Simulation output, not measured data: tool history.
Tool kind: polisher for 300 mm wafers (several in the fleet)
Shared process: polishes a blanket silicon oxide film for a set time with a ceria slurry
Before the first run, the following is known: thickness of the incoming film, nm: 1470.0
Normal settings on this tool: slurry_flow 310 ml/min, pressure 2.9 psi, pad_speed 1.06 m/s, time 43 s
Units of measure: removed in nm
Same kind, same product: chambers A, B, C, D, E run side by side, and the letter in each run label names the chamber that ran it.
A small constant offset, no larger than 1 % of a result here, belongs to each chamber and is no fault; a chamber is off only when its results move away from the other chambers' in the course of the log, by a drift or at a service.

run 1B hour=4.1 | slurry_flow=310 pressure=2.9 pad_speed=1.06 time=43 | removed=186.32
-- hour=5 chamber C: worn pad replaced by a new one
run 2A hour=9.4 | slurry_flow=310 pressure=2.9 pad_speed=1.06 time=43 | removed=185.33
run 3E hour=14.9 | slurry_flow=310 pressure=2.9 pad_speed=1.06 time=43 | removed=183.53
run 4C hour=24 | slurry_flow=310 pressure=2.9 pad_speed=1.06 time=43 | removed=183.1
run 5D hour=29.3 | slurry_flow=310 pressure=2.9 pad_speed=1.06 time=43 | removed=182.71
run 6E hour=37.4 | slurry_flow=310 pressure=2.9 pad_speed=1.06 time=43 | removed=180.63
run 7D hour=44.5 | slurry_flow=310 pressure=2.9 pad_speed=1.06 time=43 | removed=184.35
-- hour=47 chamber D: worn pad replaced by a new one
-- hour=47.2 chamber E: worn pad replaced by a new one
run 8A hour=52.2 | slurry_flow=400 pressure=2.9 pad_speed=0.92 time=43 | removed=165.14
run 9B hour=56.5 | slurry_flow=400 pressure=2.9 pad_speed=0.92 time=43 | removed=164.46
run 10C hour=64.5 | slurry_flow=400 pressure=2.9 pad_speed=0.92 time=43 | removed=162.47
-- hour=73.7 chamber A: worn pad replaced by a new one
run 11B hour=73.7 | slurry_flow=400 pressure=2.9 pad_speed=0.92 time=43 | removed=164.23
-- hour=78.1 chamber C: worn pad replaced by a new one
run 12D hour=82.2 | slurry_flow=400 pressure=2.9 pad_speed=0.92 time=43 | removed=162.13
run 13C hour=88.7 | slurry_flow=310 pressure=2.9 pad_speed=1.06 time=43 | removed=187.51
-- hour=95.6 chamber C: head pressure recalibrated
run 14E hour=97 | slurry_flow=310 pressure=2.9 pad_speed=1.06 time=43 | removed=182.57
-- hour=104.9 chamber D: worn pad replaced by a new one
run 15A hour=105.1 | slurry_flow=310 pressure=2.9 pad_speed=1.06 time=43 | removed=185.08
run 16E hour=111.1 | slurry_flow=310 pressure=2.9 pad_speed=1.06 time=43 | removed=186.5
run 17C hour=115.6 | slurry_flow=310 pressure=2.9 pad_speed=1.06 time=43 | removed=182.84
run 18A hour=124.6 | slurry_flow=310 pressure=2.9 pad_speed=1.06 time=43 | removed=186.54
run 19D hour=133.3 | slurry_flow=310 pressure=2.9 pad_speed=1.06 time=43 | removed=185.07
run 20B hour=141.5 | slurry_flow=310 pressure=2.9 pad_speed=1.06 time=43 | removed=181.91
run 21D hour=148.9 | slurry_flow=310 pressure=2.9 pad_speed=1.06 time=43 | removed=182.9
-- hour=150.7 chamber B: slurry nozzle cleaned
-- hour=155.2 chamber E: worn pad replaced by a new one
run 22B hour=157.6 | slurry_flow=310 pressure=2.9 pad_speed=1.06 time=43 | removed=178.82
-- hour=159.7 chamber C: worn pad replaced by a new one
-- hour=160.8 chamber A: worn pad replaced by a new one
run 23C hour=166.4 | slurry_flow=310 pressure=2.9 pad_speed=1.06 time=43 | removed=181.22
-- hour=167.7 chamber D: worn pad replaced by a new one
run 24E hour=172.4 | slurry_flow=310 pressure=2.9 pad_speed=1.06 time=43 | removed=182.56
run 25A hour=179.5 | slurry_flow=310 pressure=2.9 pad_speed=1.06 time=43 | removed=184.83
run 26E hour=187.5 | slurry_flow=310 pressure=2.9 pad_speed=1.06 time=43 | removed=182.74
run 27D hour=193.1 | slurry_flow=310 pressure=2.9 pad_speed=1.06 time=43 | removed=183
run 28B hour=200.9 | slurry_flow=310 pressure=2.9 pad_speed=1.06 time=43 | removed=170.41
run 29C hour=206.8 | slurry_flow=310 pressure=2.9 pad_speed=1.06 time=43 | removed=185.32
run 30A hour=211.3 | slurry_flow=310 pressure=2.9 pad_speed=1.06 time=43 | removed=184.88
run 31C hour=218.9 | slurry_flow=310 pressure=2.9 pad_speed=1.06 time=43 | removed=179.19
run 32E hour=228 | slurry_flow=310 pressure=2.9 pad_speed=0.92 time=43 | removed=157.64
-- hour=228.4 chamber D: worn pad replaced by a new one
-- hour=232.6 chamber A: worn pad replaced by a new one
run 33D hour=234.6 | slurry_flow=310 pressure=2.9 pad_speed=0.92 time=43 | removed=161.63
-- hour=236.6 chamber C: worn pad replaced by a new one
run 34B hour=240.7 | slurry_flow=310 pressure=2.9 pad_speed=0.92 time=43 | removed=148.53
run 35A hour=247.7 | slurry_flow=310 pressure=2.9 pad_speed=0.92 time=43 | removed=161.74
-- hour=251.8 chamber E: worn pad replaced by a new one
run 36C hour=252.1 | slurry_flow=310 pressure=2.9 pad_speed=0.92 time=43 | removed=159.11
run 37A hour=257.9 | slurry_flow=310 pressure=2.9 pad_speed=1.06 time=43 | removed=188.8
run 38E hour=263.1 | slurry_flow=310 pressure=2.9 pad_speed=1.06 time=43 | removed=186.9
run 39B hour=268.3 | slurry_flow=310 pressure=2.9 pad_speed=1.06 time=43 | removed=172.19
run 40D hour=275.5 | slurry_flow=310 pressure=2.9 pad_speed=1.06 time=43 | removed=182.76
-- hour=280.4 chamber D: worn pad replaced by a new one
run 41D hour=284.1 | slurry_flow=310 pressure=2.9 pad_speed=1.06 time=43 | removed=181.31

Next, every chamber runs the same settings. What will each give?
run 42A hour=290.6 | slurry_flow=310 pressure=2.9 pad_speed=1.06 time=43 | removed=?
run 42B hour=290.6 | slurry_flow=310 pressure=2.9 pad_speed=1.06 time=43 | removed=?
run 42C hour=290.6 | slurry_flow=310 pressure=2.9 pad_speed=1.06 time=43 | removed=?
run 42D hour=290.6 | slurry_flow=310 pressure=2.9 pad_speed=1.06 time=43 | removed=?
run 42E hour=290.6 | slurry_flow=310 pressure=2.9 pad_speed=1.06 time=43 | removed=?

run=42A removed=183.59
run=42B removed=167.56
run=42C removed=183.17
run=42D removed=184.46
run=42E removed=182.49
